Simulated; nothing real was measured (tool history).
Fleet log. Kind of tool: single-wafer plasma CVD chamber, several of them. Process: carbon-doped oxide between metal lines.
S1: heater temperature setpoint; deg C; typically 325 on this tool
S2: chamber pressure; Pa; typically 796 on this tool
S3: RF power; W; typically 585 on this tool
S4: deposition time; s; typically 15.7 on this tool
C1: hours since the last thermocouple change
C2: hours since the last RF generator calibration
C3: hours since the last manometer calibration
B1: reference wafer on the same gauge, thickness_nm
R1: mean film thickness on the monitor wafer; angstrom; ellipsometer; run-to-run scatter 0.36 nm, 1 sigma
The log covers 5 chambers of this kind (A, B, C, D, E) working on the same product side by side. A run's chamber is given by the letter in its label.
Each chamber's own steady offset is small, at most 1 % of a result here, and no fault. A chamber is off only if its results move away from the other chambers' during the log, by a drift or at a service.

run   hour   S1   S2   S3    S4      C1      C2      C3      B1       R1
 1A    8.2  325  796  585  15.7   567.8   822.5  1981.9  104.69   992.42
 2E   15.1  325  796  585  15.7   872.4   200.1   543.5  104.91   987.79
 3B   21.5  325  796  585  15.7   585.7  1106.2   961.0  104.77  1001.30
 4C   27.3  325  796  585  15.7   551.4  1234.7   896.2  104.77   981.08
 5D   38.2  329  693  585  15.7   185.7  1109.3   458.6  104.72   964.47
 6C   47.0  329  693  585  15.7   571.1  1254.4   915.9  104.71   952.44
 7A   52.0  329  693  585  15.7   611.6   866.3  2025.7  104.79   959.77
 8B   61.4  329  693  585  15.7   625.6  1146.1  1000.9  104.79   961.65
 9D   71.9  329  693  585  15.7   219.4  1143.0   492.3  104.73   958.82
10E   80.2  325  796  585  15.7   937.5   265.2   608.6  104.79   988.65
11E   89.2  325  796  585  15.7   946.5   274.2   617.6  104.89   976.71
12A   99.2  325  796  585  15.7   658.8   913.5  2072.9  104.80   987.98
13C  104.4  325  796  585  15.7   628.5  1311.8   973.3  104.82   979.95
14B  114.8  325  796  585  15.7   679.0  1199.5  1054.3  104.75   997.11
15D  121.1  325  796  585  15.7   268.6  1192.2   541.5  104.73   996.39
16A  129.0  325  796  585  15.7   688.6   943.3  2102.7  104.77   996.26
17E  134.4  325  796  585  15.7   991.7   319.4   662.8  104.84   986.79
18C  140.4  325  796  585  15.7   664.5  1347.8  1009.3  104.77   976.17
19D  149.3  325  796  585  15.7   296.8  1220.4   569.7  104.88   998.06
20B  155.1  325  796  585  15.7   719.3  1239.8  1094.6  104.83  1003.00
21D  164.4  325  796  585  15.7   311.9  1235.5   584.8  104.81   996.18
22C  174.2  325  796  585  15.7   698.3  1381.6  1043.1  104.80   963.88
23B  181.8  325  796  585  15.7   746.0  1266.5  1121.3  104.78   995.17
24A  190.7  325  796  585  15.7   750.3  1005.0  2164.4  104.74   991.92
25E  200.7  339  880  585  15.7  1058.0   385.7   729.1  104.73   950.19
26B  209.2  339  880  585  15.7   773.4  1293.9  1148.7  104.78   956.21
27E  215.3  339  880  585  15.7  1072.6   400.3   743.7  104.79   955.08
28C  225.7  339  880  585  15.7   749.8  1433.1  1094.6  104.72   923.96
29D  234.1  339  880  585  15.7   381.6  1305.2   654.5  104.82   963.62
30A  244.3  325  796  585  15.7   803.9  1058.6  2218.0  104.83   991.92
31C  250.0  325  796  585  15.7   774.1  1457.4  1118.9  104.74   962.26
32A  255.6  325  796  585  15.7   815.2  1069.9  2229.3  104.82  1000.10
33B  261.7  325  796  585  15.7   825.9  1346.4  1201.2  104.78   996.20
34E  269.2  325  796  585  15.7  1126.5   454.2   797.6  104.81   982.04
35D  274.8  325  796  585  15.7   422.3  1345.9   695.2  104.77   997.10
36A  284.7  325  796  585  15.7   844.3  1099.0  2258.4  104.89   987.11
     287.1  -- chamber C: thermocouple changed; heater temperature recalibrated
37B  291.9  325  796  585  15.7   856.1  1376.6  1231.4  104.80   998.41
38C  297.5  325  796  585  15.7    10.4  1504.9  1166.4  104.79   963.05
39D  303.2  325  796  585  15.7   450.7  1374.3   723.6  104.82   994.98
40E  310.5  325  796  585  15.7  1167.8   495.5   838.9  104.78   987.56
41E  319.4  325  796  585  15.7  1176.7   504.4   847.8  104.84   979.84
42D  325.7  325  796  585  15.7   473.2  1396.8   746.1  104.82  1001.60
43A  332.7  325  796  585  15.7   892.3  1147.0  2306.4  104.88   992.21

Decide between three cases: one chamber stands off from its peers, the gauge reading all wafers drifts, or nothing is wrong past each chamber's small offset. Where a chamber is off, say which and what most likely put it there.

Chamber C drifts away from the others.
What lies behind it: delivered RF power below the setpoint (%) = 4.17.

Below are 4 candidate recipes for chamber C's next run, each the usual settings with a change, their results shown as question marks. Which of them brings C's results back in line with what the other chambers give on the usual settings?
To be in line, a result may differ from the other chambers' mean on the usual settings by at most: R1 13.00 angstrom
44C-1  340.8  325  795  585  15.5                   ?
44C-2  340.8  324  796  595  16.1                   ?
44C-3  340.8  325  796  595  15.7                   ?
44C-4  340.8  326  796  575  15.3                   ?

What the other chambers average on the usual settings: R1 992.70 angstrom
  run      R1
44C-1  948.05
44C-2  998.39
44C-3  970.45
44C-4  922.80
The right change is 44C-2: it brings the chamber back within the allowed miss of the others.
